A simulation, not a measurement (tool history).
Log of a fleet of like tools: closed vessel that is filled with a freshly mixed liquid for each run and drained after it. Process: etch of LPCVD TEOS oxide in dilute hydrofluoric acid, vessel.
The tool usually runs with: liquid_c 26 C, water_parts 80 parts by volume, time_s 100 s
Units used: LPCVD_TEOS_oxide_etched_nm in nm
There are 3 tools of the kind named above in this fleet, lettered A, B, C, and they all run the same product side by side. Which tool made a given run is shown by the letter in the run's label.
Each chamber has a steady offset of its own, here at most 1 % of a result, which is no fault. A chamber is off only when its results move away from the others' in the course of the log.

| run | hour | liquid_c | water_parts | time_s | read-back film thickness of the LPCVD TEOS oxide reference wafer, read on the same gauge (nm) | LPCVD_TEOS_oxide_etched_nm |
|---|---|---|---|---|---|---|
| 1A | 5.7 | 26 | 80 | 100 | 99.947 | 41.897 |
| 2B | 12.9 | 26 | 80 | 100 | 100.03 | 42.173 |
| 3C | 20.6 | 26 | 80 | 100 | 99.96 | 41.573 |
| 4A | 28.1 | 26 | 80 | 100 | 99.971 | 41.687 |
| 5B | 32.7 | 26 | 80 | 100 | 100.02 | 42.028 |
| 6C | 38 | 26 | 80 | 100 | 100.01 | 41.695 |
| 7A | 43.8 | 26 | 80 | 100 | 100.02 | 41.61 |
| 8C | 52.9 | 26 | 80 | 100 | 100.02 | 42.011 |
|  | 53.6 | chamber B: thermometer replaced |
| 9B | 60.7 | 26 | 80 | 100 | 99.98 | 42.101 |
| 10C | 70.8 | 26 | 80 | 100 | 99.953 | 41.488 |
| 11A | 77 | 26 | 80 | 100 | 99.946 | 40.885 |
| 12B | 82.7 | 23.5 | 80 | 100 | 100 | 37.733 |
| 13C | 87.8 | 23.5 | 80 | 100 | 100.02 | 38.061 |
| 14B | 92.7 | 23.5 | 80 | 100 | 100.01 | 37.969 |
| 15A | 98.1 | 26 | 80 | 100 | 99.996 | 40.705 |
| 16A | 104.8 | 26 | 80 | 100 | 100.02 | 41.252 |
| 17B | 110.1 | 26 | 80 | 100 | 99.996 | 42.174 |
| 18C | 116.4 | 26 | 80 | 100 | 99.98 | 42.055 |
| 19A | 126.8 | 26 | 80 | 100 | 99.994 | 40.749 |
| 20B | 137.2 | 26 | 80 | 100 | 100 | 42.145 |
| 21C | 146.6 | 26 | 80 | 100 | 99.964 | 41.788 |
| 22C | 152.6 | 26 | 80 | 100 | 99.992 | 42.237 |
| 23A | 159.3 | 24 | 80 | 100 | 99.977 | 37.432 |
| 24B | 165.8 | 24 | 80 | 100 | 100 | 38.555 |
| 25C | 176.1 | 24 | 80 | 100 | 100.03 | 38.625 |
| 26A | 184.7 | 26 | 80 | 100 | 99.962 | 40.214 |
| 27B | 194.2 | 26 | 80 | 100 | 100.02 | 42.243 |
| 28B | 204.9 | 26 | 80 | 100 | 99.99 | 41.793 |
| 29A | 210.8 | 26 | 80 | 145 | 99.961 | 57.795 |
| 30C | 216.8 | 26 | 80 | 145 | 100.03 | 60.543 |

Next, every chamber runs the same settings. What will each give?
| 31A | 224.5 | 26 | 80 | 100 |  | ? |
| 31B | 224.5 | 26 | 80 | 100 |  | ? |
| 31C | 224.5 | 26 | 80 | 100 |  | ? |

| run | LPCVD_TEOS_oxide_etched_nm |
|---|---|
| 31A | 39.693 |
| 31B | 41.714 |
| 31C | 42.156 |

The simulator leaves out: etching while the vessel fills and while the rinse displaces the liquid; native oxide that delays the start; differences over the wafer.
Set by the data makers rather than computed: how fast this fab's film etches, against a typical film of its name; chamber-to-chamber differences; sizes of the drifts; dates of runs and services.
